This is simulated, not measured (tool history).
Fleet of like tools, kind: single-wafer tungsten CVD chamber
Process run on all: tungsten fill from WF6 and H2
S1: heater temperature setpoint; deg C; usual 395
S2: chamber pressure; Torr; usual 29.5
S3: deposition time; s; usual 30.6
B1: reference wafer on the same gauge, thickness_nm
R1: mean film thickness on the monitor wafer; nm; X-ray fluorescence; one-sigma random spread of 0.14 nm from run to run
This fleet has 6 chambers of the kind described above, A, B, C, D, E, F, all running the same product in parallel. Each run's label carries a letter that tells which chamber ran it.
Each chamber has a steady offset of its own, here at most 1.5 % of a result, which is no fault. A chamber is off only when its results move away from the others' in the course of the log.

| run | day | S1 | S2 | S3 | B1 | R1 |
|---|---|---|---|---|---|---|
| 1A | 0.404 | 395 | 29.5 | 30.6 | 86.626 | 80.809 |
| 2C | 0.729 | 395 | 29.5 | 30.6 | 86.613 | 80.426 |
| 3E | 1.162 | 395 | 29.5 | 30.6 | 86.674 | 79.292 |
| 4B | 1.375 | 395 | 29.5 | 30.6 | 86.644 | 80.480 |
| 5F | 1.654 | 395 | 29.5 | 30.6 | 86.642 | 80.039 |
| 6D | 2.033 | 395 | 29.5 | 30.6 | 86.682 | 80.149 |
| 7A | 2.238 | 395 | 29.5 | 30.6 | 86.687 | 81.042 |
| 8B | 2.496 | 395 | 29.5 | 30.6 | 86.685 | 80.488 |
| 9E | 2.854 | 395 | 29.5 | 30.6 | 86.747 | 79.401 |
| 10C | 3.296 | 395 | 29.5 | 30.6 | 86.745 | 80.534 |
| 11D | 3.754 | 395 | 29.5 | 30.6 | 86.735 | 80.423 |
| 12F | 4.121 | 395 | 32.4 | 30.6 | 86.761 | 83.903 |
| 13C | 4.342 | 395 | 32.4 | 30.6 | 86.785 | 84.356 |
| 14B | 4.692 | 395 | 32.4 | 30.6 | 86.812 | 84.499 |
| 15F | 4.988 | 395 | 32.4 | 30.6 | 86.805 | 83.972 |
| 16A | 5.196 | 395 | 32.4 | 30.6 | 86.791 | 84.951 |
| 17D | 5.562 | 395 | 32.4 | 30.6 | 86.850 | 83.709 |
| 18E | 5.854 | 386 | 25.9 | 30.6 | 86.816 | 62.833 |
| 19A | 6.200 | 386 | 25.9 | 30.6 | 86.870 | 64.213 |
| 20C | 6.533 | 386 | 25.9 | 30.6 | 86.869 | 63.675 |
|  | 6.750 | chamber C: capacitance manometer re-zeroed and calibrated |
| 21F | 6.904 | 386 | 25.9 | 30.6 | 86.891 | 63.292 |
| 22D | 7.292 | 386 | 25.9 | 30.6 | 86.902 | 63.385 |
| 23B | 7.746 | 386 | 25.9 | 30.6 | 86.954 | 63.854 |
|  | 8.038 | chamber A: thermocouple changed; heater temperature recalibrated |
| 24E | 8.050 | 395 | 29.5 | 30.6 | 86.947 | 79.495 |
| 25F | 8.458 | 395 | 29.5 | 30.6 | 86.989 | 80.385 |
| 26E | 8.771 | 395 | 29.5 | 30.6 | 86.954 | 79.612 |
| 27D | 9.067 | 395 | 29.5 | 30.6 | 86.996 | 80.565 |
| 28C | 9.517 | 395 | 29.5 | 30.6 | 86.996 | 80.768 |
|  | 9.688 | chamber E: capacitance manometer re-zeroed and calibrated |
| 29A | 9.842 | 395 | 29.5 | 30.6 | 87.008 | 81.501 |
| 30B | 10.096 | 395 | 29.5 | 30.6 | 87.027 | 80.927 |
| 31F | 10.504 | 395 | 29.5 | 30.6 | 87.017 | 80.667 |
| 32E | 10.783 | 395 | 29.5 | 30.6 | 87.096 | 79.867 |
| 33C | 11.050 | 395 | 29.5 | 30.6 | 87.064 | 80.763 |
| 34A | 11.275 | 395 | 29.5 | 30.6 | 87.111 | 81.419 |
| 35B | 11.550 | 395 | 29.5 | 30.6 | 87.144 | 80.986 |
| 36D | 11.883 | 395 | 29.5 | 30.6 | 87.117 | 80.687 |
| 37B | 12.117 | 386 | 24.2 | 30.6 | 87.098 | 61.994 |
| 38C | 12.550 | 386 | 24.2 | 30.6 | 87.174 | 61.801 |
|  | 12.612 | chamber F: capacitance manometer re-zeroed and calibrated |
| 39D | 12.858 | 386 | 24.2 | 30.6 | 87.166 | 61.511 |
| 40F | 13.242 | 386 | 24.2 | 30.6 | 87.197 | 61.579 |
| 41E | 13.621 | 386 | 24.2 | 30.6 | 87.195 | 61.132 |

Next, all 6 chambers run the settings below, one line each with question marks for the results. What does each chamber give?
| 42A | 13.958 | 395 | 29.5 | 30.6 |  | ? |
| 42B | 13.958 | 395 | 29.5 | 30.6 |  | ? |
| 42C | 13.958 | 395 | 29.5 | 30.6 |  | ? |
| 42D | 13.958 | 395 | 29.5 | 30.6 |  | ? |
| 42E | 13.958 | 395 | 29.5 | 30.6 |  | ? |
| 42F | 13.958 | 395 | 29.5 | 30.6 |  | ? |

| run | R1 |
|---|---|
| 42A | 81.529 |
| 42B | 81.046 |
| 42C | 80.961 |
| 42D | 80.613 |
| 42E | 79.848 |
| 42F | 80.816 |
